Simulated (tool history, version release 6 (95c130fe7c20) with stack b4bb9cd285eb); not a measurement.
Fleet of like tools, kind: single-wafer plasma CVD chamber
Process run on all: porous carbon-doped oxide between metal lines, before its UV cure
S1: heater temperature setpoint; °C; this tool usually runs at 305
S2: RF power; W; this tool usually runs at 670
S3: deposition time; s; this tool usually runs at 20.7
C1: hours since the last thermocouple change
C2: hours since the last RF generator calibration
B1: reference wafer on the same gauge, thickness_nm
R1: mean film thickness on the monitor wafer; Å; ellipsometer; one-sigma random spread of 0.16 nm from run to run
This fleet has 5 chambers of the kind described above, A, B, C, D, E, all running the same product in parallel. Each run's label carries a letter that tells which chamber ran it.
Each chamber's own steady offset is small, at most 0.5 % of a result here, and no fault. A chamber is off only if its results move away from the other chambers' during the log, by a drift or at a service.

Run 1D, hour 7.4: usual settings; C1 1694.1; C2 325.0; B1 147.95. Result: R1 1331.0 Å.
Run 2B, hour 12.9: usual settings; C1 219.8; C2 157.9; B1 147.98. Result: R1 1334.1 Å.
Run 3E, hour 21.1: usual settings; C1 1770.0; C2 1113.1; B1 147.90. Result: R1 1334.4 Å.
Run 4C, hour 26.7: usual settings; C1 725.4; C2 775.2; B1 147.92. Result: R1 1331.0 Å.
Run 5A, hour 32.4: usual settings; C1 35.7; C2 908.1; B1 147.89. Result: R1 1327.0 Å.
Run 6C, hour 40.6: usual settings; C1 739.3; C2 789.1; B1 147.88. Result: R1 1328.8 Å.
Run 7E, hour 50.2: usual settings; C1 1799.1; C2 1142.2; B1 147.89. Result: R1 1334.1 Å.
Run 8A, hour 56.8: usual settings; C1 60.1; C2 932.5; B1 147.86. Result: R1 1328.1 Å.
Run 9B, hour 66.6: usual settings; C1 273.5; C2 211.6; B1 147.80. Result: R1 1331.5 Å.
Run 10D, hour 75.1: usual settings; C1 1761.8; C2 392.7; B1 147.81. Result: R1 1331.3 Å.
Run 11A, hour 83.1: usual settings; C1 86.4; C2 958.8; B1 147.79. Result: R1 1329.3 Å.
Run 12C, hour 92.3: usual settings; C1 791.0; C2 840.8; B1 147.78. Result: R1 1329.9 Å.
Run 13E, hour 101.9: usual settings; C1 1850.8; C2 1193.9; B1 147.73. Result: R1 1331.0 Å.
Run 14B, hour 111.9: usual settings; C1 318.8; C2 256.9; B1 147.67. Result: R1 1330.6 Å.
Run 15D, hour 119.8: usual settings; C1 1806.5; C2 437.4; B1 147.68. Result: R1 1329.7 Å.
Run 16D, hour 125.4: usual settings; C1 1812.1; C2 443.0; B1 147.68. Result: R1 1331.3 Å.
Run 17E, hour 132.9: usual settings but S1 297 °C, S2 600 W; C1 1881.8; C2 1224.9; B1 147.67. Result: R1 1297.4 Å.
Run 18C, hour 139.0: usual settings but S1 297 °C, S2 600 W; C1 837.7; C2 887.5; B1 147.66. Result: R1 1295.6 Å.
Run 19B, hour 143.5: usual settings but S1 297 °C, S2 600 W; C1 350.4; C2 288.5; B1 147.60. Result: R1 1294.7 Å.
Run 20A, hour 152.1: usual settings but S1 297 °C, S2 600 W; C1 155.4; C2 1027.8; B1 147.57. Result: R1 1285.9 Å.
Run 21D, hour 162.0: usual settings but S1 297 °C, S2 600 W; C1 1848.7; C2 479.6; B1 147.56. Result: R1 1295.4 Å.
Run 22C, hour 171.1: usual settings; C1 869.8; C2 919.6; B1 147.56. Result: R1 1328.5 Å.
Run 23A, hour 178.7: usual settings; C1 182.0; C2 1054.4; B1 147.52. Result: R1 1327.0 Å.
Run 24E, hour 188.0: usual settings; C1 1936.9; C2 1280.0; B1 147.50. Result: R1 1330.4 Å.
Run 25B, hour 197.2: usual settings; C1 404.1; C2 342.2; B1 147.47. Result: R1 1326.9 Å.
Run 26B, hour 204.8: usual settings; C1 411.7; C2 349.8; B1 147.48. Result: R1 1329.7 Å.
Run 27A, hour 212.9: usual settings; C1 216.2; C2 1088.6; B1 147.45. Result: R1 1322.4 Å.
Run 28C, hour 218.5: usual settings; C1 917.2; C2 967.0; B1 147.45. Result: R1 1325.6 Å.
Run 29E, hour 225.3: usual settings but S1 316 °C; C1 1974.2; C2 1317.3; B1 147.41. Result: R1 1257.2 Å.
Run 30D, hour 230.1: usual settings but S1 316 °C; C1 1916.8; C2 547.7; B1 147.40. Result: R1 1254.0 Å.
At hour 237.3: chamber D: thermocouple changed; heater temperature recalibrated.
Run 31B, hour 238.9: usual settings but S1 316 °C; C1 445.8; C2 383.9; B1 147.37. Result: R1 1253.9 Å.
Run 32C, hour 245.8: usual settings but S1 316 °C; C1 944.5; C2 994.3; B1 147.41. Result: R1 1253.5 Å.
Run 33E, hour 252.2: usual settings but S1 316 °C; C1 2001.1; C2 1344.2; B1 147.35. Result: R1 1253.4 Å.
Run 34A, hour 261.1: usual settings; C1 264.4; C2 1136.8; B1 147.31. Result: R1 1322.6 Å.
Run 35D, hour 268.5: usual settings; C1 31.3; C2 586.1; B1 147.31. Result: R1 1326.5 Å.

Each of the 5 chambers runs these same settings next. Fill in every chamber's results:
Run 36A, hour 275.7: usual settings but S1 310 °C. Result: R1 ?.
Run 36B, hour 275.7: usual settings but S1 310 °C. Result: R1 ?.
Run 36C, hour 275.7: usual settings but S1 310 °C. Result: R1 ?.
Run 36D, hour 275.7: usual settings but S1 310 °C. Result: R1 ?.
Run 36E, hour 275.7: usual settings but S1 310 °C. Result: R1 ?.

run      R1
36A  1285.9
36B  1290.4
36C  1290.0
36D  1290.6
36E  1294.5

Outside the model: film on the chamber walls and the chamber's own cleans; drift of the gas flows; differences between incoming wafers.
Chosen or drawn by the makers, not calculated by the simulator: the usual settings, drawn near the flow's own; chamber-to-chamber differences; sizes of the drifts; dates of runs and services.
